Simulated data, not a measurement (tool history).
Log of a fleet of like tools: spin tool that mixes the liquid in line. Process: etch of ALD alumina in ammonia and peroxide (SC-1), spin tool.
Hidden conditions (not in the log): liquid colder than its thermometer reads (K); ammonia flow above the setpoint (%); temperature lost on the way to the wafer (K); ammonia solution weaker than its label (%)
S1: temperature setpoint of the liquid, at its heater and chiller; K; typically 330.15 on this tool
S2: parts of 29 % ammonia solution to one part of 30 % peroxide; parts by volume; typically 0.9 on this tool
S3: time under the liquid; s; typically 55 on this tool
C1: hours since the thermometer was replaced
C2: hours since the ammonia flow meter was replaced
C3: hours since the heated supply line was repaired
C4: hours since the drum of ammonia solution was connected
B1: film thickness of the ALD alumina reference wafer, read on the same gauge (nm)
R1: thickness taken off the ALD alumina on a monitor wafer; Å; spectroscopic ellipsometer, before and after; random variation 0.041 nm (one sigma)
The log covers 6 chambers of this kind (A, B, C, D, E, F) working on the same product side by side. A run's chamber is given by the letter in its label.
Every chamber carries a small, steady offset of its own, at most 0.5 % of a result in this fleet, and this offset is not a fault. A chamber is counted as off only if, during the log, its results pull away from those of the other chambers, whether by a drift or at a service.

Run 1D, day 0.262: usual settings; C1 270.2; C2 305.3; C3 97.1; C4 519.6; B1 110.00. Result: R1 43.072 Å.
At day 0.454: chamber C: ammonia flow meter replaced.
Run 2B, day 0.508: usual settings; C1 1057.0; C2 1454.5; C3 561.4; C4 553.7; B1 110.00. Result: R1 43.209 Å.
Run 3C, day 0.688: usual settings; C1 1529.0; C2 5.7; C3 320.8; C4 108.0; B1 110.01. Result: R1 42.781 Å.
Run 4E, day 0.950: usual settings; C1 2445.0; C2 248.5; C3 1161.7; C4 702.6; B1 109.99. Result: R1 41.960 Å.
Run 5A, day 1.158: usual settings; C1 351.9; C2 374.9; C3 1603.9; C4 283.9; B1 110.00. Result: R1 43.536 Å.
Run 6F, day 1.379: usual settings; C1 98.7; C2 56.3; C3 62.4; C4 217.2; B1 109.99. Result: R1 41.937 Å.
Run 7B, day 1.512: usual settings; C1 1081.1; C2 1478.6; C3 585.5; C4 577.8; B1 110.01. Result: R1 42.538 Å.
Run 8E, day 1.683: usual settings; C1 2462.6; C2 266.1; C3 1179.3; C4 720.2; B1 110.00. Result: R1 41.960 Å.
Run 9F, day 1.904: usual settings but S3 40 s; C1 111.3; C2 68.9; C3 75.0; C4 229.8; B1 109.99. Result: R1 30.622 Å.
Run 10D, day 2.179: usual settings but S3 40 s; C1 316.2; C2 351.3; C3 143.1; C4 565.6; B1 110.00. Result: R1 30.671 Å.
Run 11A, day 2.325: usual settings but S3 40 s; C1 379.9; C2 402.9; C3 1631.9; C4 311.9; B1 110.01. Result: R1 30.908 Å.
Run 12C, day 2.517: usual settings but S3 40 s; C1 1572.9; C2 49.6; C3 364.7; C4 151.9; B1 109.99. Result: R1 30.635 Å.
At day 2.671: chamber B: heated supply line repaired.
Run 13F, day 2.800: usual settings but S3 40 s; C1 132.8; C2 90.4; C3 96.5; C4 251.3; B1 110.00. Result: R1 30.709 Å.
Run 14E, day 2.962: usual settings but S3 40 s; C1 2493.3; C2 296.8; C3 1210.0; C4 750.9; B1 110.03. Result: R1 30.793 Å.
Run 15D, day 3.146: usual settings; C1 339.4; C2 374.5; C3 166.3; C4 588.8; B1 109.99. Result: R1 41.760 Å.
Run 16A, day 3.338: usual settings; C1 404.2; C2 427.2; C3 1656.2; C4 336.2; B1 110.00. Result: R1 42.913 Å.
Run 17B, day 3.475: usual settings; C1 1128.2; C2 1525.7; C3 19.3; C4 624.9; B1 110.00. Result: R1 42.449 Å.
At day 3.633: chamber E: new drum of ammonia solution connected.
Run 18C, day 3.667: usual settings; C1 1600.5; C2 77.2; C3 392.3; C4 179.5; B1 110.00. Result: R1 42.462 Å.
Run 19A, day 3.896: usual settings; C1 417.6; C2 440.6; C3 1669.6; C4 349.6; B1 109.99. Result: R1 43.488 Å.
At day 3.950: chamber E: thermometer replaced.
Run 20E, day 4.100: usual settings but S1 334.65 K, S3 35 s; C1 3.7; C2 324.1; C3 1237.3; C4 11.2; B1 110.00. Result: R1 33.742 Å.
Run 21C, day 4.371: usual settings but S1 334.65 K, S3 35 s; C1 1617.4; C2 94.1; C3 409.2; C4 196.4; B1 110.00. Result: R1 33.573 Å.
Run 22F, day 4.642: usual settings but S1 334.65 K, S3 35 s; C1 177.0; C2 134.6; C3 140.7; C4 295.5; B1 109.99. Result: R1 33.696 Å.
Run 23D, day 4.854: usual settings but S1 334.65 K, S3 35 s; C1 380.4; C2 415.5; C3 207.3; C4 629.8; B1 110.02. Result: R1 32.398 Å.
At day 4.929: chamber F: new drum of ammonia solution connected.
Run 24B, day 5.117: usual settings but S1 334.65 K, S3 35 s; C1 1167.6; C2 1565.1; C3 58.7; C4 664.3; B1 109.99. Result: R1 34.361 Å.
Run 25A, day 5.367: usual settings but S1 334.65 K, S3 35 s; C1 452.9; C2 475.9; C3 1704.9; C4 384.9; B1 109.98. Result: R1 34.597 Å.
Run 26B, day 5.579: usual settings; C1 1178.7; C2 1576.2; C3 69.8; C4 675.4; B1 109.97. Result: R1 43.183 Å.
Run 27C, day 5.804: usual settings; C1 1651.8; C2 128.5; C3 443.6; C4 230.8; B1 110.00. Result: R1 42.689 Å.
Run 28F, day 5.988: usual settings; C1 209.3; C2 166.9; C3 173.0; C4 25.4; B1 110.00. Result: R1 43.242 Å.
Run 29E, day 6.200: usual settings; C1 54.1; C2 374.5; C3 1287.7; C4 61.6; B1 110.01. Result: R1 41.569 Å.
Run 30D, day 6.358: usual settings; C1 416.5; C2 451.6; C3 243.4; C4 665.9; B1 110.02. Result: R1 39.759 Å.
Run 31F, day 6.646: usual settings; C1 225.1; C2 182.7; C3 188.8; C4 41.2; B1 110.00. Result: R1 43.220 Å.
Run 32E, day 6.917: usual settings; C1 71.3; C2 391.7; C3 1304.9; C4 78.8; B1 110.01. Result: R1 42.681 Å.
Run 33A, day 7.158: usual settings; C1 495.9; C2 518.9; C3 1747.9; C4 427.9; B1 110.01. Result: R1 42.996 Å.
Run 34B, day 7.312: usual settings; C1 1220.3; C2 1617.8; C3 111.4; C4 717.0; B1 110.01. Result: R1 43.265 Å.
Run 35C, day 7.454: usual settings; C1 1691.4; C2 168.1; C3 483.2; C4 270.4; B1 110.00. Result: R1 43.038 Å.
Run 36D, day 7.725: usual settings; C1 449.3; C2 484.4; C3 276.2; C4 698.7; B1 110.01. Result: R1 38.832 Å.
Run 37B, day 7.904: usual settings but S1 339.15 K, S2 0.5 parts by volume; C1 1234.5; C2 1632.0; C3 125.6; C4 731.2; B1 110.01. Result: R1 63.886 Å.
Run 38C, day 8.150: usual settings but S1 339.15 K, S2 0.5 parts by volume; C1 1708.1; C2 184.8; C3 499.9; C4 287.1; B1 110.00. Result: R1 63.688 Å.
Run 39E, day 8.429: usual settings but S1 339.15 K, S2 0.5 parts by volume; C1 107.6; C2 428.0; C3 1341.2; C4 115.1; B1 109.99. Result: R1 63.699 Å.

Is one chamber off against the others, does the gauge drift, or is nothing wrong? If a chamber is off, say which, and what the likeliest cause is.

Little by little, chamber D moves away from the other chambers.
Likeliest cause: liquid colder than its thermometer reads (K) = 2.17.
The log may not separate it from: temperature lost on the way to the wafer (K).

Chamber D could run next with any of the 4 candidate recipes listed below; each alters the usual settings, and their results appear as question marks. Which one brings its results back in line with what the other chambers deliver on the usual settings?
To be in line, a result may differ from the other chambers' mean on the usual settings by at most: R1 1.400 Å
Run 40D-1, day 8.633: usual settings but S1 330.65 K, S3 60 s. Result: R1 ?.
Run 40D-2, day 8.633: usual settings but S1 330.65 K. Result: R1 ?.
Run 40D-3, day 8.633: usual settings but S1 328.15 K. Result: R1 ?.
Run 40D-4, day 8.633: usual settings but S1 329.65 K. Result: R1 ?.

Other chambers, usual settings, mean: R1 42.606 Å
  run      R1
40D-1  42.829
40D-2  39.260
40D-3  34.424
40D-4  37.267
It is 40D-1 that realigns the chamber with its peers.
